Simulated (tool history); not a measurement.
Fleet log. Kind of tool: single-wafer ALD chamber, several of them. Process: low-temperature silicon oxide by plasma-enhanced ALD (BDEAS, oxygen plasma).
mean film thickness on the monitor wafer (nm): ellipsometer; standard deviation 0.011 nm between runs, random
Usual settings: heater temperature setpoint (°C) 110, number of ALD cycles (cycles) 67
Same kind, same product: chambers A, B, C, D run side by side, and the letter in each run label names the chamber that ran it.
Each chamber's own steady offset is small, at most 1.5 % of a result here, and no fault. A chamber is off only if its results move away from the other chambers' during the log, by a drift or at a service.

| run | day | heater temperature setpoint (°C) | number of ALD cycles (cycles) | hours since the last thermocouple change | read-back reference wafer on the same gauge, thickness_nm | mean film thickness on the monitor wafer (nm) |
|---|---|---|---|---|---|---|
| 1C | 0.396 | 110 | 67 | 1255.8 | 9.4418 | 9.4742 |
| 2B | 0.658 | 110 | 67 | 145.7 | 9.4422 | 9.4375 |
| 3D | 0.867 | 110 | 67 | 352.4 | 9.4412 | 9.2910 |
| 4A | 1.046 | 110 | 67 | 2543.7 | 9.4419 | 9.4290 |
| 5C | 1.317 | 110 | 67 | 1277.9 | 9.4444 | 9.4861 |
| 6A | 1.633 | 110 | 67 | 2557.8 | 9.4460 | 9.4413 |
| 7D | 2.025 | 110 | 67 | 380.2 | 9.4461 | 9.2945 |
| 8B | 2.242 | 110 | 67 | 183.7 | 9.4471 | 9.4779 |
| 9C | 2.646 | 110 | 67 | 1309.8 | 9.4495 | 9.4824 |
| 10B | 2.933 | 110 | 67 | 200.3 | 9.4517 | 9.4359 |
| 11D | 3.217 | 96 | 78 | 408.8 | 9.4529 | 11.1880 |
| 12A | 3.596 | 96 | 78 | 2604.9 | 9.4544 | 11.4070 |
| 13D | 3.904 | 96 | 78 | 425.3 | 9.4543 | 11.1670 |
| 14B | 4.267 | 96 | 78 | 232.3 | 9.4556 | 11.3880 |
| 15A | 4.475 | 110 | 67 | 2626.0 | 9.4545 | 9.4461 |
| 16C | 4.700 | 110 | 67 | 1359.1 | 9.4543 | 9.4806 |
| 17D | 4.900 | 110 | 67 | 449.2 | 9.4547 | 9.3386 |
| 18B | 5.254 | 110 | 67 | 256.0 | 9.4590 | 9.4592 |
| 19A | 5.608 | 110 | 67 | 2653.2 | 9.4618 | 9.4546 |
| 20C | 5.904 | 110 | 67 | 1388.0 | 9.4654 | 9.4800 |
| 21B | 6.229 | 110 | 67 | 279.4 | 9.4644 | 9.4829 |
|  | 6.529 | chamber A: thermocouple changed; heater temperature recalibrated |
| 22C | 6.646 | 110 | 78 | 1405.8 | 9.4655 | 11.0620 |
| 23D | 6.892 | 110 | 78 | 497.0 | 9.4660 | 10.8460 |
| 24A | 7.146 | 110 | 78 | 14.8 | 9.4652 | 11.0440 |
| 25B | 7.504 | 110 | 78 | 310.0 | 9.4678 | 11.0080 |
| 26A | 7.783 | 110 | 67 | 30.1 | 9.4662 | 9.4666 |
| 27D | 8.104 | 110 | 67 | 526.1 | 9.4681 | 9.3299 |
| 28C | 8.421 | 110 | 67 | 1448.4 | 9.4696 | 9.4605 |
| 29C | 8.729 | 110 | 67 | 1455.8 | 9.4699 | 9.4906 |
| 30B | 8.962 | 110 | 67 | 345.0 | 9.4702 | 9.4849 |
| 31A | 9.262 | 124 | 67 | 65.6 | 9.4731 | 9.2359 |
| 32D | 9.542 | 124 | 67 | 560.6 | 9.4741 | 9.1024 |
| 33D | 9.771 | 124 | 67 | 566.1 | 9.4756 | 9.0973 |
| 34A | 10.017 | 124 | 67 | 83.7 | 9.4776 | 9.2202 |
| 35B | 10.300 | 110 | 67 | 377.1 | 9.4794 | 9.4898 |
| 36C | 10.525 | 110 | 67 | 1498.9 | 9.4791 | 9.5063 |
| 37C | 10.733 | 110 | 67 | 1503.9 | 9.4812 | 9.5001 |
| 38A | 10.942 | 110 | 67 | 105.9 | 9.4825 | 9.4766 |
| 39D | 11.275 | 110 | 67 | 602.2 | 9.4809 | 9.3239 |
| 40B | 11.550 | 121 | 74 | 407.1 | 9.4803 | 10.2840 |
| 41A | 11.850 | 121 | 74 | 127.7 | 9.4826 | 10.2730 |
| 42B | 12.108 | 121 | 74 | 420.5 | 9.4811 | 10.2720 |
| 43C | 12.362 | 121 | 74 | 1543.0 | 9.4847 | 10.3250 |
| 44D | 12.617 | 110 | 67 | 634.4 | 9.4869 | 9.3192 |

All chambers now run identical settings, listed one chamber a line with results as question marks. What results will each chamber show?
| 45A | 12.912 | 123 | 67 |  |  | ? |
| 45B | 12.912 | 123 | 67 |  |  | ? |
| 45C | 12.912 | 123 | 67 |  |  | ? |
| 45D | 12.912 | 123 | 67 |  |  | ? |

| run | mean film thickness on the monitor wafer (nm) |
|---|---|
| 45A | 9.2764 |
| 45B | 9.2775 |
| 45C | 9.2948 |
| 45D | 9.1203 |
